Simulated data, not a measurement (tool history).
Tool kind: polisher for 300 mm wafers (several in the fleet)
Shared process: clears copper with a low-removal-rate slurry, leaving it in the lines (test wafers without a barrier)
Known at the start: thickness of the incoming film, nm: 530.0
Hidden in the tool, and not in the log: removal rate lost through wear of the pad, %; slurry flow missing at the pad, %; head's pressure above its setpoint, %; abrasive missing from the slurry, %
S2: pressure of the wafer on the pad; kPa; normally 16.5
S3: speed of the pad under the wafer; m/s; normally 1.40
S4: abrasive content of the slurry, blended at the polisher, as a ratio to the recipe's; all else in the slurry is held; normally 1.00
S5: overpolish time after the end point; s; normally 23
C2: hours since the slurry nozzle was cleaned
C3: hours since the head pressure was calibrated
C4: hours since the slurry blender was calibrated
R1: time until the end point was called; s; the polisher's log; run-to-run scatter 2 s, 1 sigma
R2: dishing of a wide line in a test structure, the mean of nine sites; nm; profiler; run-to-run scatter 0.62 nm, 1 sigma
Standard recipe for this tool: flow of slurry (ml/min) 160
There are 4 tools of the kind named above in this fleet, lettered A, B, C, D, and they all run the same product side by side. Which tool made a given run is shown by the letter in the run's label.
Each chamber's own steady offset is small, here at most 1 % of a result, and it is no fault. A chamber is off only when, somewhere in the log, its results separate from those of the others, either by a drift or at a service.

Run 1C, day 0.171: usual settings; wafers polished on this pad 1608; C2 263.8; C3 852.0; C4 58.9. Result: R1 189.05 s, R2 36.597 nm.
At day 0.229: chamber C: worn pad replaced by a new one.
Run 2D, day 0.321: usual settings; wafers polished on this pad 723; C2 367.5; C3 846.0; C4 94.2. Result: R1 184.25 s, R2 35.545 nm.
Run 3B, day 0.442: usual settings; wafers polished on this pad 144; C2 115.3; C3 657.0; C4 182.5. Result: R1 185.59 s, R2 36.409 nm.
Run 4A, day 0.583: usual settings; wafers polished on this pad 609; C2 195.0; C3 249.6; C4 51.7. Result: R1 190.36 s, R2 36.702 nm.
Run 5B, day 0.683: usual settings; wafers polished on this pad 199; C2 121.1; C3 662.8; C4 188.3. Result: R1 185.35 s, R2 36.911 nm.
Run 6A, day 0.862: usual settings; wafers polished on this pad 674; C2 201.7; C3 256.3; C4 58.4. Result: R1 183.56 s, R2 36.857 nm.
Run 7C, day 0.967: usual settings; wafers polished on this pad 170; C2 282.9; C3 871.1; C4 78.0. Result: R1 183.42 s, R2 36.569 nm.
Run 8D, day 1.054: usual settings but flow of slurry (ml/min) 185, S4 0.75; wafers polished on this pad 893; C2 385.1; C3 863.6; C4 111.8. Result: R1 190.22 s, R2 35.503 nm.
Run 9D, day 1.242: usual settings but flow of slurry (ml/min) 185, S4 0.75; wafers polished on this pad 936; C2 389.6; C3 868.1; C4 116.3. Result: R1 190.28 s, R2 35.223 nm.
Run 10C, day 1.383: usual settings but flow of slurry (ml/min) 185, S4 0.75; wafers polished on this pad 267; C2 292.9; C3 881.1; C4 88.0. Result: R1 191.82 s, R2 35.023 nm.
Run 11B, day 1.479: usual settings but flow of slurry (ml/min) 185, S4 0.75; wafers polished on this pad 383; C2 140.2; C3 681.9; C4 207.4. Result: R1 191.80 s, R2 35.195 nm.
Run 12A, day 1.567: usual settings; wafers polished on this pad 836; C2 218.6; C3 273.2; C4 75.3. Result: R1 187.66 s, R2 36.635 nm.
Run 13C, day 1.738: usual settings; wafers polished on this pad 348; C2 301.4; C3 889.6; C4 96.5. Result: R1 186.72 s, R2 37.353 nm.
Run 14A, day 1.854: usual settings; wafers polished on this pad 903; C2 225.5; C3 280.1; C4 82.2. Result: R1 186.71 s, R2 36.514 nm.
At day 1.912: chamber D: worn pad replaced by a new one.
Run 15D, day 1.967: usual settings; wafers polished on this pad 12; C2 407.0; C3 885.5; C4 133.7. Result: R1 185.61 s, R2 37.088 nm.
Run 16B, day 2.071: usual settings; wafers polished on this pad 520; C2 154.4; C3 696.1; C4 221.6. Result: R1 184.50 s, R2 37.068 nm.
Run 17D, day 2.250: usual settings; wafers polished on this pad 77; C2 413.8; C3 892.3; C4 140.5. Result: R1 184.66 s, R2 36.264 nm.
Run 18B, day 2.425: usual settings; wafers polished on this pad 602; C2 162.9; C3 704.6; C4 230.1. Result: R1 187.28 s, R2 36.252 nm.
Run 19A, day 2.550: usual settings; wafers polished on this pad 1063; C2 242.2; C3 296.8; C4 98.9. Result: R1 184.95 s, R2 36.568 nm.
Run 20C, day 2.725: usual settings; wafers polished on this pad 577; C2 325.1; C3 913.3; C4 120.2. Result: R1 188.04 s, R2 37.009 nm.
Run 21A, day 2.812: usual settings; wafers polished on this pad 1124; C2 248.5; C3 303.1; C4 105.2. Result: R1 183.86 s, R2 36.341 nm.
Run 22B, day 2.912: usual settings; wafers polished on this pad 715; C2 174.6; C3 716.3; C4 241.8. Result: R1 184.14 s, R2 35.577 nm.
Run 23C, day 3.012: usual settings; wafers polished on this pad 643; C2 332.0; C3 920.2; C4 127.1. Result: R1 186.40 s, R2 36.114 nm.
Run 24D, day 3.162: usual settings; wafers polished on this pad 288; C2 435.7; C3 914.2; C4 162.4. Result: R1 186.20 s, R2 36.210 nm.
At day 3.171: chamber C: slurry nozzle cleaned.
Run 25B, day 3.300: usual settings but S2 13.1 kPa; wafers polished on this pad 804; C2 183.9; C3 725.6; C4 251.1. Result: R1 236.91 s, R2 30.968 nm.
Run 26C, day 3.392: usual settings but S2 13.1 kPa; wafers polished on this pad 731; C2 5.3; C3 929.3; C4 136.2. Result: R1 232.49 s, R2 30.161 nm.
Run 27D, day 3.542: usual settings but S2 13.1 kPa; wafers polished on this pad 376; C2 444.8; C3 923.3; C4 171.5. Result: R1 233.85 s, R2 30.632 nm.
Run 28A, day 3.633: usual settings but S2 13.1 kPa; wafers polished on this pad 1314; C2 268.2; C3 322.8; C4 124.9. Result: R1 239.52 s, R2 30.167 nm.
Run 29A, day 3.729: usual settings; wafers polished on this pad 1336; C2 270.5; C3 325.1; C4 127.2. Result: R1 187.55 s, R2 35.562 nm.
Run 30B, day 3.912: usual settings; wafers polished on this pad 946; C2 198.6; C3 740.3; C4 265.8. Result: R1 186.04 s, R2 35.725 nm.
At day 4.042: chamber A: worn pad replaced by a new one.
Run 31C, day 4.062: usual settings; wafers polished on this pad 886; C2 21.4; C3 945.4; C4 152.3. Result: R1 184.49 s, R2 36.673 nm.
Run 32D, day 4.171: usual settings; wafers polished on this pad 521; C2 459.9; C3 938.4; C4 186.6. Result: R1 184.66 s, R2 37.206 nm.
Run 33D, day 4.292: usual settings; wafers polished on this pad 549; C2 462.8; C3 941.3; C4 189.5. Result: R1 181.15 s, R2 36.632 nm.
Run 34C, day 4.479: usual settings; wafers polished on this pad 982; C2 31.4; C3 955.4; C4 162.3. Result: R1 184.44 s, R2 36.443 nm.
At day 4.496: chamber B: worn pad replaced by a new one.
Run 35A, day 4.646: usual settings; wafers polished on this pad 139; C2 292.5; C3 347.1; C4 149.2. Result: R1 186.15 s, R2 34.988 nm.
Run 36B, day 4.754: usual settings; wafers polished on this pad 60; C2 218.8; C3 760.5; C4 286.0. Result: R1 185.76 s, R2 36.147 nm.
Run 37D, day 4.883: usual settings but S2 11.7 kPa, S3 1.00 m/s; wafers polished on this pad 686; C2 477.0; C3 955.5; C4 203.7. Result: R1 364.83 s, R2 21.370 nm.
Run 38C, day 4.971: usual settings but S2 11.7 kPa, S3 1.00 m/s; wafers polished on this pad 1096; C2 43.2; C3 967.2; C4 174.1. Result: R1 367.96 s, R2 22.157 nm.
Run 39A, day 5.079: usual settings but S2 11.7 kPa, S3 1.00 m/s; wafers polished on this pad 239; C2 302.9; C3 357.5; C4 159.6. Result: R1 372.24 s, R2 21.562 nm.
Run 40B, day 5.208: usual settings but S2 11.7 kPa, S3 1.00 m/s; wafers polished on this pad 165; C2 229.7; C3 771.4; C4 296.9. Result: R1 365.16 s, R2 21.369 nm.
At day 5.333: chamber B: head pressure recalibrated.
Run 41B, day 5.342: usual settings; wafers polished on this pad 196; C2 232.9; C3 0.2; C4 300.1. Result: R1 185.19 s, R2 37.432 nm.
Run 42D, day 5.504: usual settings but S4 0.75, S5 13 s; wafers polished on this pad 829; C2 491.9; C3 970.4; C4 218.6. Result: R1 196.21 s, R2 22.904 nm.
At day 5.675: chamber A: slurry nozzle cleaned.
Run 43A, day 5.692: usual settings but S4 0.75, S5 13 s; wafers polished on this pad 381; C2 0.5; C3 372.2; C4 174.3. Result: R1 195.47 s, R2 23.164 nm.

What goes on in this fleet: one chamber off, a drifting gauge, or nothing beyond the chambers' own small offsets? Name the chamber and the cause, if any.

All chambers stay in line apart from their small fixed offsets, and the gauge does not drift.

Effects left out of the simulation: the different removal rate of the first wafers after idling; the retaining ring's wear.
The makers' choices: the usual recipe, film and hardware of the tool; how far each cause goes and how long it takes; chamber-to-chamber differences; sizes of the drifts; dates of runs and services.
